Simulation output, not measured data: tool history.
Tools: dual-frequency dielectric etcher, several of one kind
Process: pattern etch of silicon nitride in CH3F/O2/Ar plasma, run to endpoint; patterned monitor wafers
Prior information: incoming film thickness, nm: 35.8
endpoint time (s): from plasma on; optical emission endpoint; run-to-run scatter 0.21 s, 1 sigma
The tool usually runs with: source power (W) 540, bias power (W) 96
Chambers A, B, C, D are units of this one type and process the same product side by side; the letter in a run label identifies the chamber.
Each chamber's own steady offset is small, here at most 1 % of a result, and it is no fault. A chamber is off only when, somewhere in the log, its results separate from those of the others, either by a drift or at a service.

run    day  source power (W)  bias power (W)  hours since the last wet clean  hours since the last source power generator calibration  hours since the last bias power generator calibration  endpoint time (s)
 1B  0.133               540              96                           288.3                                                    998.5                                                    932             41.831
 2D  0.388               540              96                           439.7                                                    601.4                                                 1282.3             41.819
 3A    0.5               540              96                           135.2                                                   1734.4                                                 2015.5             41.301
 4C  0.675               540              96                           200.8                                                   3016.8                                                 4572.5              42.26
 5D  0.804               540              96                           449.7                                                    611.4                                                 1292.3             41.547
 6A  0.983               450              75                           146.8                                                     1746                                                 2027.1             48.771
 7B  1.117               450              75                           311.9                                                   1022.1                                                  955.6             48.661
 8C  1.338               450              75                           216.7                                                   3032.7                                                 4588.4             49.425
 9C  1.567               450              75                           222.2                                                   3038.2                                                 4593.9             49.693
10D  1.683               640              84                           470.8                                                    632.5                                                 1313.4             41.161
11B  1.846               640              84                           329.4                                                   1039.6                                                  973.1             41.255
12A  2.096               640              84                           173.5                                                   1772.7                                                 2053.8             40.984
13B   2.25               640              84                           339.1                                                   1049.3                                                  982.8             41.224
14C   2.45               540              96                           243.4                                                   3059.4                                                 4615.1             43.133
15D  2.654               540              96                           494.1                                                    655.8                                                 1336.7               41.5
16A  2.825               540             113                             191                                                   1790.2                                                 2071.3             39.392
17A  3.079               540             113                           197.1                                                   1796.3                                                 2077.4             39.311
     3.083  -- chamber B: wet clean of the chamber
18C    3.2               540             113                           261.4                                                   3077.4                                                 4633.1             40.497
     3.208  -- chamber D: wet clean of the chamber
19B  3.438               540             113                             8.6                                                   1077.8                                                 1011.3             39.805
20D  3.608               540              96                             9.7                                                    678.7                                                 1359.6             41.881
21C  3.767               540              96                             275                                                     3091                                                 4646.7             43.532
22A  3.954               540              96                           218.1                                                   1817.3                                                 2098.4             41.601
23B  4.075               540              96                            23.9                                                   1093.1                                                 1026.6             41.898
24D    4.2               540              96                            23.9                                                    692.9                                                 1373.8             41.695
25A  4.442               540              96                           229.8                                                     1829                                                 2110.1             41.441
26D  4.596               540              96                            33.4                                                    702.4                                                 1383.3             41.527

One chamber off, gauge drift, or nothing amiss beyond the chambers' own small offsets? If it is a chamber, which one, and what is the likeliest cause?

Chamber C drifts away from the others.
What lies behind it: etch rate under this chamber's usual, % = 4.57.

Which of the 4 candidates below, each the usual settings with something changed and its results left as question marks, puts chamber C back in line with what the other chambers give on the usual settings?
Counts as in line when no further than this from what the other chambers average on the usual settings: endpoint time (s) 0.74
27C-1  4.779               620              96                                                                                                                                                                  ?
27C-2  4.779               560              98                                                                                                                                                                  ?
27C-3  4.779               540              91                                                                                                                                                                  ?
27C-4  4.779               540              81                                                                                                                                                                  ?

Mean of the other chambers on the usual settings: endpoint time (s) 41.715
  run  endpoint time (s)
27C-1             41.847
27C-2             43.185
27C-3             44.951
27C-4             46.805
27C-1 brings the chamber back in line.
